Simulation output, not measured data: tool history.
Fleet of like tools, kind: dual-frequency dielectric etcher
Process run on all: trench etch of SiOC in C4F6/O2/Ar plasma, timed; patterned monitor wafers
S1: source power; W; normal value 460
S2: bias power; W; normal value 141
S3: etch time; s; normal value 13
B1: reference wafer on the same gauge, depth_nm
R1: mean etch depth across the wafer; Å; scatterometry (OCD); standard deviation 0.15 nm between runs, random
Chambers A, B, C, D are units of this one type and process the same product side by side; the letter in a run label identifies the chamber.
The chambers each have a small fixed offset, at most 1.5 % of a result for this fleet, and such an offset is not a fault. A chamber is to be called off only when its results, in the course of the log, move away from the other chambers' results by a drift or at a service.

run,hour,S1,S2,S3,B1,R1
1B,5.8,460,141,13,28.402,264.63
2C,11.2,460,141,13,28.383,263.32
# hour 12.8: chamber A: bias power generator calibrated
3D,21.4,460,141,13,28.345,267.23
4A,27.2,460,141,13,28.391,267.4
5C,32,460,141,13,28.386,263.79
6A,36.7,460,141,13,28.413,267.59
7B,41.5,460,141,13,28.359,264.94
8D,51.6,460,141,13,28.401,265.63
9A,58.7,460,141,13,28.363,266.77
10C,67.4,460,141,13,28.347,262.88
11D,77.1,460,141,13,28.442,265.75
12B,83.1,460,141,13,28.41,266.23
13B,89.1,460,141,13,28.331,266.36
14D,95.2,460,141,13,28.4,264.89
15A,100.4,460,141,13,28.39,266.97
16C,106,460,141,13,28.425,263.1
17C,112.2,460,169,9.5,28.423,202.82
18A,119.3,460,169,9.5,28.416,205.38
19B,124.8,460,169,9.5,28.436,204.88
20D,132.1,460,169,9.5,28.401,202.61
21A,138.9,460,141,13,28.384,267.75
22C,145.5,460,141,13,28.4,263.39
23D,154.7,460,141,13,28.412,261.26
24B,163.9,460,141,13,28.443,265.94
# hour 165.7: chamber C: wet clean of the chamber
25C,171.1,460,141,13,28.448,262
26D,180,460,119,13,28.426,249.11
27A,186.6,460,119,13,28.429,252.6
28B,196.9,460,119,13,28.402,253.52
29A,205.6,460,119,13,28.414,256.87
30B,214.3,460,141,13,28.401,269.26
31C,221.9,460,141,13,28.39,263.88
32D,226.8,460,141,13,28.375,264.51
33A,233.2,460,141,13,28.394,265.87
34B,243.6,460,141,13,28.378,267.12

All chambers now run identical settings, listed one chamber a line with results as question marks. What results will each chamber show?
35A,251.1,460,141,15.5,,?
35B,251.1,460,141,15.5,,?
35C,251.1,460,141,15.5,,?
35D,251.1,460,141,15.5,,?

run,R1
35A,319.88
35B,319.9
35C,314.66
35D,313.68
